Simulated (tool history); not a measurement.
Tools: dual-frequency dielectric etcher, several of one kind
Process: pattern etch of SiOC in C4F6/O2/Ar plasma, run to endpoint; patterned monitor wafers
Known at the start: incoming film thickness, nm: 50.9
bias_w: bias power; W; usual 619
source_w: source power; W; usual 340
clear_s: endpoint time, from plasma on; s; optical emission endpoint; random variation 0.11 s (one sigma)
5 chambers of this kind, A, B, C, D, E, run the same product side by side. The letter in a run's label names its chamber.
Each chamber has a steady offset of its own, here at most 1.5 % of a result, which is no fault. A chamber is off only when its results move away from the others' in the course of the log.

run	hour	bias_w	source_w	hours since the last wet clean	hours since the last bias power generator calibration	hours since the last source power generator calibration	clear_s
1B	6.4	619	340	157.6	1433.6	2256.4	16.543
2C	13.4	619	340	550.3	2398.9	2521.3	16.452
# hour 21.2: chamber C: wet clean of the chamber
3E	21.6	619	340	316.5	1093.5	2975.2	16.987
4D	29.4	619	340	334.2	2526.3	136.0	16.646
5A	38.2	563	340	133.8	2583.5	687.9	17.735
6A	43.8	563	340	139.4	2589.1	693.5	17.526
7B	53.8	563	340	205.0	1481.0	2303.8	17.202
8E	58.5	563	340	353.4	1130.4	3012.1	17.408
9C	65.8	563	340	44.7	2451.3	2573.7	17.281
10D	70.7	619	280	375.5	2567.6	177.3	18.082
11C	76.0	619	280	54.9	2461.5	2583.9	17.796
12E	82.8	619	280	377.7	1154.7	3036.4	18.255
13B	90.2	619	280	241.4	1517.4	2340.2	17.886
14A	99.7	619	280	195.3	2645.0	749.4	18.354
15D	108.3	551	390	413.1	2605.2	214.9	16.929
16C	113.5	551	390	92.4	2499.0	2621.4	16.721
17E	120.7	551	390	415.6	1192.6	3074.3	17.045
18B	126.3	551	390	277.5	1553.5	2376.3	16.425
# hour 131.2: chamber D: wet clean of the chamber
19A	132.1	551	390	227.7	2677.4	781.8	16.921
20D	141.1	619	340	9.9	2638.0	247.7	16.575
21C	146.2	619	340	125.1	2531.7	2654.1	16.745
22A	153.8	619	340	249.4	2699.1	803.5	16.916
23E	160.7	619	340	455.6	1232.6	3114.3	17.072
24D	168.1	619	340	36.9	2665.0	274.7	16.850
25B	177.3	768	300	328.5	1604.5	2427.3	16.100
26C	183.4	768	300	162.3	2568.9	2691.3	15.983
27B	189.6	768	300	340.8	1616.8	2439.6	16.223
28D	197.4	768	300	66.2	2694.3	304.0	16.345
# hour 200.2: chamber B: wet clean of the chamber
29A	203.2	768	300	298.8	2748.5	852.9	16.175
30E	212.0	619	340	506.9	1283.9	3165.6	16.912
31C	216.5	619	340	195.4	2602.0	2724.4	16.568
32E	223.6	619	340	518.5	1295.5	3177.2	16.988
# hour 224.8: chamber E: wet clean of the chamber
33A	228.6	619	340	324.2	2773.9	878.3	16.864
34B	236.0	619	340	35.9	1663.2	2486.0	16.682
35D	245.7	487	390	114.5	2742.6	352.3	17.406
36C	255.1	487	390	234.0	2640.6	2763.0	17.276
37B	264.9	487	390	64.8	1692.1	2514.9	17.311
38D	273.6	487	390	142.4	2770.5	380.2	17.573
39A	281.0	487	390	376.6	2826.3	930.7	17.523
40E	286.4	619	340	61.7	1358.3	3240.0	17.029
41D	294.0	619	340	162.8	2790.9	400.6	16.797

All 5 chambers run these settings next. Forecast each chamber's results:
42A	301.3	619	340				?
42B	301.3	619	340				?
42C	301.3	619	340				?
42D	301.3	619	340				?
42E	301.3	619	340				?

run	clear_s
42A	16.901
42B	16.612
42C	16.325
42D	16.951
42E	16.722

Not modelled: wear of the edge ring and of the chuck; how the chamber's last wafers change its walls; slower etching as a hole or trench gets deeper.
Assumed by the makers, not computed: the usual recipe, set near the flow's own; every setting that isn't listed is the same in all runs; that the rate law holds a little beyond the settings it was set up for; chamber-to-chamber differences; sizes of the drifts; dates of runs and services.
